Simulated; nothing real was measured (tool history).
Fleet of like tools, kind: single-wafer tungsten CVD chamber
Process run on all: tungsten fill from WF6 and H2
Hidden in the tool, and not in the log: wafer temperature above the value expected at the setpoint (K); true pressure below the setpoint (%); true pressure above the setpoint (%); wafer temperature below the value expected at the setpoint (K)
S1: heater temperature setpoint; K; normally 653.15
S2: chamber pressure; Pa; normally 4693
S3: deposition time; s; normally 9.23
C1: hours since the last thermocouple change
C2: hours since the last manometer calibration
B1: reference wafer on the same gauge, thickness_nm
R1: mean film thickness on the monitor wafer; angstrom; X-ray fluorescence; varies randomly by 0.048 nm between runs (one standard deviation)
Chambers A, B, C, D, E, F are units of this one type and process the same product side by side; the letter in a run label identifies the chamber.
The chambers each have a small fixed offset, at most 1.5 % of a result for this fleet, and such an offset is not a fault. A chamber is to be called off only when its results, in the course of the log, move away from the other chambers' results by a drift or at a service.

run 1D hour=5.1 | S1=653.15 S2=4693 S3=9.23 | C1=596.8 C2=1549.7 | B1=22.011 | R1=192.8
run 2F hour=13.4 | S1=653.15 S2=4693 S3=9.23 | C1=522 C2=106.7 | B1=22 | R1=197.59
run 3A hour=19.7 | S1=653.15 S2=4693 S3=9.23 | C1=1281.4 C2=1562.4 | B1=22.003 | R1=196.9
run 4E hour=27.1 | S1=653.15 S2=4693 S3=9.23 | C1=907.7 C2=823.1 | B1=22.014 | R1=196.79
run 5B hour=36 | S1=653.15 S2=4693 S3=9.23 | C1=131.8 C2=688 | B1=22.003 | R1=193.91
run 6C hour=45 | S1=653.15 S2=4693 S3=9.23 | C1=601.1 C2=1275.3 | B1=22.001 | R1=196.24
run 7F hour=50.5 | S1=653.15 S2=4693 S3=9.23 | C1=559.1 C2=143.8 | B1=21.998 | R1=197.37
run 8A hour=56.9 | S1=641.15 S2=4293 S3=9.23 | C1=1318.6 C2=1599.6 | B1=21.997 | R1=147.59
run 9D hour=62.2 | S1=641.15 S2=4293 S3=9.23 | C1=653.9 C2=1606.8 | B1=21.997 | R1=144.11
run 10E hour=71.3 | S1=641.15 S2=4293 S3=9.23 | C1=951.9 C2=867.3 | B1=22.019 | R1=146.36
run 11C hour=80.2 | S1=641.15 S2=4293 S3=9.23 | C1=636.3 C2=1310.5 | B1=22.002 | R1=146.13
run 12B hour=88.7 | S1=641.15 S2=4293 S3=9.23 | C1=184.5 C2=740.7 | B1=22.002 | R1=145.79
run 13F hour=95.8 | S1=641.15 S2=4293 S3=9.23 | C1=604.4 C2=189.1 | B1=21.988 | R1=147.83
run 14B hour=102.9 | S1=653.15 S2=4693 S3=9.23 | C1=198.7 C2=754.9 | B1=21.999 | R1=194.51
run 15A hour=108.1 | S1=653.15 S2=4693 S3=9.23 | C1=1369.8 C2=1650.8 | B1=22.002 | R1=198.1
run 16E hour=113.2 | S1=653.15 S2=4693 S3=9.23 | C1=993.8 C2=909.2 | B1=22.008 | R1=196.8
run 17C hour=118.1 | S1=653.15 S2=4693 S3=9.23 | C1=674.2 C2=1348.4 | B1=22.001 | R1=195.99
run 18D hour=122.6 | S1=653.15 S2=4693 S3=9.23 | C1=714.3 C2=1667.2 | B1=22.001 | R1=193.42
run 19D hour=127.5 | S1=653.15 S2=4693 S3=9.23 | C1=719.2 C2=1672.1 | B1=21.999 | R1=192.68
run 20F hour=137.4 | S1=653.15 S2=4693 S3=9.23 | C1=646 C2=230.7 | B1=21.998 | R1=197.7
run 21A hour=143.3 | S1=653.15 S2=4693 S3=9.23 | C1=1405 C2=1686 | B1=22.018 | R1=197.68
run 22C hour=153.1 | S1=653.15 S2=4693 S3=9.23 | C1=709.2 C2=1383.4 | B1=22.01 | R1=197.1
run 23E hour=160.4 | S1=653.15 S2=4693 S3=9.23 | C1=1041 C2=956.4 | B1=21.999 | R1=196.4
run 24B hour=169.1 | S1=653.15 S2=4693 S3=9.23 | C1=264.9 C2=821.1 | B1=21.998 | R1=195.02
run 25F hour=176 | S1=653.15 S2=4693 S3=9.23 | C1=684.6 C2=269.3 | B1=22 | R1=196.61
run 26A hour=180.3 | S1=658.15 S2=4693 S3=9.23 | C1=1442 C2=1723 | B1=22.01 | R1=219.45
run 27D hour=187.7 | S1=658.15 S2=4693 S3=9.23 | C1=779.4 C2=1732.3 | B1=22.003 | R1=213.47
run 28C hour=193.5 | S1=658.15 S2=4693 S3=9.23 | C1=749.6 C2=1423.8 | B1=21.992 | R1=216.38
run 29E hour=198.9 | S1=658.15 S2=4693 S3=9.23 | C1=1079.5 C2=994.9 | B1=22.01 | R1=217.04
run 30B hour=205.7 | S1=658.15 S2=4693 S3=9.23 | C1=301.5 C2=857.7 | B1=21.995 | R1=214.36
-- hour=210.4 chamber A: capacitance manometer re-zeroed and calibrated
run 31A hour=213.1 | S1=658.15 S2=4693 S3=9.23 | C1=1474.8 C2=2.8 | B1=21.991 | R1=220.31
run 32F hour=219.9 | S1=653.15 S2=4693 S3=9.23 | C1=728.5 C2=313.2 | B1=21.997 | R1=196.84
run 33C hour=229.9 | S1=653.15 S2=4693 S3=9.23 | C1=786 C2=1460.2 | B1=21.99 | R1=196.25
run 34D hour=237.2 | S1=653.15 S2=4693 S3=9.23 | C1=828.9 C2=1781.8 | B1=22.004 | R1=193.02
run 35B hour=243.7 | S1=653.15 S2=4693 S3=9.23 | C1=339.5 C2=895.7 | B1=21.998 | R1=194.78
run 36E hour=252.7 | S1=653.15 S2=4120 S3=10.34 | C1=1133.3 C2=1048.7 | B1=22.007 | R1=207.66

Read the log: is a single chamber off, either drifting away or since a service, is the gauge that measures every chamber drifting, or is nothing wrong beyond small per-chamber offsets? Name any odd chamber and what most likely caused it.

Little by little, chamber A moves away from the other chambers.
Most likely cause: wafer temperature above the value expected at the setpoint (K) = 1.03.

Here are 4 candidates for chamber A's next run, each the usual settings with a change, their results left as question marks. Which one brings its results back in line with what the others give on the usual settings?
In-line tolerance around the mean of the other chambers on the usual settings: R1 1.7 angstrom
run 37A-1 hour=259.8 | S1=654.15 S2=4720 S3=9.3 | R1=?
run 37A-2 hour=259.8 | S1=653.15 S2=4626 S3=9.04 | R1=?
run 37A-3 hour=259.8 | S1=653.15 S2=4693 S3=9.33 | R1=?
run 37A-4 hour=259.8 | S1=653.15 S2=4666 S3=9.15 | R1=?

The other chambers' mean on the usual settings: R1 195.45 angstrom
run=37A-1 R1=207.3
run=37A-2 R1=195.66
run=37A-3 R1=203.33
run=37A-4 R1=198.86
37A-2 is the one that brings the chamber's results back in line with the other chambers.
